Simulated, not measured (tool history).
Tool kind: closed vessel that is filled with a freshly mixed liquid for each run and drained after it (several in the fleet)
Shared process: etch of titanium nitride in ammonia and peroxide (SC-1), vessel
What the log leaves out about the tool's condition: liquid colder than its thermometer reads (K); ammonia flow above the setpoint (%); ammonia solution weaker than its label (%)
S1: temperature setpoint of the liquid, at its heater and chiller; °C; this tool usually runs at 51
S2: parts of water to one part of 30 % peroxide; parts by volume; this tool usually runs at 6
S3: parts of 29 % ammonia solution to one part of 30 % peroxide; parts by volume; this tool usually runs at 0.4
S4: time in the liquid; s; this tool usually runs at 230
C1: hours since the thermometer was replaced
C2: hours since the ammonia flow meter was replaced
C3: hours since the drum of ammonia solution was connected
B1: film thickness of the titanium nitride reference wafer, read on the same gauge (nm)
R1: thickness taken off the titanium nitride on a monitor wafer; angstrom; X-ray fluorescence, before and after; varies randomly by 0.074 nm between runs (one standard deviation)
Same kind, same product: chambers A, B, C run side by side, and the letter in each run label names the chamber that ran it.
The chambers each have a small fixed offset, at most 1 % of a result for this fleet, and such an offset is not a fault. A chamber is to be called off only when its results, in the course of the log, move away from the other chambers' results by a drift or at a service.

| run | day | S1 | S2 | S3 | S4 | C1 | C2 | C3 | B1 | R1 |
|---|---|---|---|---|---|---|---|---|---|---|
| 1C | 0.4 | 51 | 6 | 0.4 | 230 | 2040.7 | 298 | 337.2 | 119.98 | 104.05 |
| 2A | 0.783 | 51 | 6 | 0.4 | 230 | 893.1 | 1364.4 | 265.1 | 119.99 | 103.91 |
| 3B | 1.233 | 51 | 6 | 0.4 | 230 | 528.1 | 527.8 | 159.2 | 120.02 | 105.34 |
| 4A | 1.892 | 51 | 6 | 0.4 | 230 | 919.7 | 1391 | 291.7 | 120.02 | 104.02 |
| 5B | 2.183 | 51 | 6 | 0.4 | 230 | 550.9 | 550.6 | 182 | 119.99 | 104.14 |
| 6C | 2.621 | 51 | 6 | 0.4 | 230 | 2094 | 351.3 | 390.5 | 120.01 | 103.19 |
| 7A | 2.988 | 51 | 6 | 0.4 | 175 | 946 | 1417.3 | 318 | 119.98 | 79.315 |
|  | 3.371 | chamber A: new drum of ammonia solution connected |
| 8C | 3.404 | 51 | 6 | 0.4 | 175 | 2112.8 | 370.1 | 409.3 | 120 | 79.317 |
| 9B | 3.7 | 51 | 6 | 0.4 | 175 | 587.3 | 587 | 218.4 | 120 | 79.957 |
| 10A | 4.004 | 51 | 6 | 0.4 | 230 | 970.4 | 1441.7 | 15.2 | 120 | 104.12 |
| 11C | 4.296 | 51 | 6 | 0.4 | 230 | 2134.2 | 391.5 | 430.7 | 119.99 | 104.16 |
| 12B | 4.817 | 51 | 6 | 0.4 | 230 | 614.1 | 613.8 | 245.2 | 119.97 | 102.6 |
| 13A | 5.367 | 58.5 | 6 | 0.4 | 230 | 1003.1 | 1474.4 | 47.9 | 120.02 | 175.15 |
| 14C | 5.812 | 58.5 | 6 | 0.4 | 230 | 2170.6 | 427.9 | 467.1 | 120.01 | 173.92 |
| 15B | 6.188 | 58.5 | 6 | 0.4 | 230 | 647 | 646.7 | 278.1 | 119.99 | 167.62 |
|  | 6.546 | chamber A: thermometer replaced |
| 16A | 6.608 | 51 | 6 | 0.4 | 230 | 1.6 | 1504.2 | 77.7 | 119.98 | 104.96 |
| 17C | 6.933 | 51 | 6 | 0.4 | 230 | 2197.5 | 454.8 | 494 | 119.97 | 104.23 |
| 18B | 7.458 | 51 | 6 | 0.4 | 230 | 677.5 | 677.2 | 308.6 | 120 | 100.23 |
| 19C | 7.917 | 51 | 8.5 | 0.4 | 230 | 2221.1 | 478.4 | 517.6 | 120.02 | 87.607 |
| 20A | 8.508 | 51 | 8.5 | 0.4 | 230 | 47.2 | 1549.8 | 123.3 | 120.02 | 87.83 |
| 21B | 9.054 | 51 | 8.5 | 0.4 | 230 | 715.8 | 715.5 | 346.9 | 120.01 | 80.345 |
| 22A | 9.608 | 51 | 6 | 0.4 | 230 | 73.6 | 1576.2 | 149.7 | 119.97 | 103.05 |
| 23C | 10.021 | 51 | 6 | 0.4 | 230 | 2271.6 | 528.9 | 568.1 | 120.01 | 104.56 |

The same settings go to every chamber for the next run, one line per chamber below. Forecast the results for each:
| 24A | 10.492 | 51 | 6 | 0.4 | 230 |  |  |  |  | ? |
| 24B | 10.492 | 51 | 6 | 0.4 | 230 |  |  |  |  | ? |
| 24C | 10.492 | 51 | 6 | 0.4 | 230 |  |  |  |  | ? |

| run | R1 |
|---|---|
| 24A | 105.18 |
| 24B | 96.278 |
| 24C | 103.07 |
